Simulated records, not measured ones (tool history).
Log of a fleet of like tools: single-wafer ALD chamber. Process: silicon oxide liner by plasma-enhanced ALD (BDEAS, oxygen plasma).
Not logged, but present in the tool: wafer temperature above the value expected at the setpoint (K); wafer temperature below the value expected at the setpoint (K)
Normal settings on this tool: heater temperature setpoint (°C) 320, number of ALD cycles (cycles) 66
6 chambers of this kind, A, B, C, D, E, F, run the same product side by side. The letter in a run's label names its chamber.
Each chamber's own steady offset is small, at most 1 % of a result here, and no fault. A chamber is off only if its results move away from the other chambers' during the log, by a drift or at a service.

run	hour	heater temperature setpoint (°C)	number of ALD cycles (cycles)	hours since the last thermocouple change	read-back reference wafer on the same gauge, thickness_nm	mean film thickness on the monitor wafer (nm)
1C	6.9	320	66	519.6	5.7265	6.0146
2D	12.9	320	66	747.2	5.7297	5.9535
3F	22.5	320	66	687.2	5.7274	5.9836
4B	32.2	320	66	1842.5	5.7262	5.9178
5A	39.2	306	66	490.5	5.7316	6.0482
6E	49.0	306	66	1305.1	5.7263	6.1103
7E	54.5	306	66	1310.6	5.7283	6.1572
8B	66.7	306	66	1877.0	5.7279	6.0374
9F	72.9	306	66	737.6	5.7302	6.0985
10A	78.8	306	66	530.1	5.7333	6.0872
11C	85.9	320	66	598.6	5.7285	5.9742
12D	97.4	320	66	831.7	5.7312	5.9546
13A	107.2	320	66	558.5	5.7256	5.9663
14C	116.9	320	66	629.6	5.7293	5.9590
15F	128.5	320	66	793.2	5.7299	6.0300
16B	137.3	320	66	1947.6	5.7281	5.9301
17D	145.3	320	66	879.6	5.7298	5.9814
18E	157.5	320	66	1413.6	5.7280	6.0506
19F	167.7	320	66	832.4	5.7297	5.9605
20B	178.7	320	66	1989.0	5.7284	5.9264
21D	186.9	320	66	921.2	5.7323	5.9486
22C	198.1	320	66	710.8	5.7297	5.9877
23A	206.5	320	66	657.8	5.7313	5.9295
# hour 216.0: chamber B: thermocouple changed; heater temperature recalibrated
24E	218.5	308	66	1474.6	5.7300	6.0886
25E	229.0	308	66	1485.1	5.7276	6.1309
26B	236.9	308	66	21.0	5.7347	6.0154
27D	242.3	308	66	976.6	5.7310	6.0578
28F	254.8	308	66	919.5	5.7278	6.1182
29C	263.3	308	66	776.0	5.7318	6.1295
30A	272.3	307	61	723.6	5.7341	5.6239
31F	282.2	307	61	946.9	5.7269	5.6593
32D	293.9	307	61	1028.2	5.7347	5.5993
33A	301.0	307	61	752.3	5.7252	5.5928
34B	311.9	307	61	96.0	5.7317	5.5690
35E	321.0	307	61	1577.1	5.7279	5.6545
36C	330.8	320	66	843.5	5.7316	5.9886
37A	339.8	320	66	791.1	5.7286	5.9610
38B	351.5	320	66	135.6	5.7290	5.9072

All chambers now run identical settings, listed one chamber a line with results as question marks. What results will each chamber show?
39A	360.4	320	66			?
39B	360.4	320	66			?
39C	360.4	320	66			?
39D	360.4	320	66			?
39E	360.4	320	66			?
39F	360.4	320	66			?

run	mean film thickness on the monitor wafer (nm)
39A	5.9235
39B	5.9060
39C	5.9799
39D	5.9422
39E	6.0282
39F	6.0191

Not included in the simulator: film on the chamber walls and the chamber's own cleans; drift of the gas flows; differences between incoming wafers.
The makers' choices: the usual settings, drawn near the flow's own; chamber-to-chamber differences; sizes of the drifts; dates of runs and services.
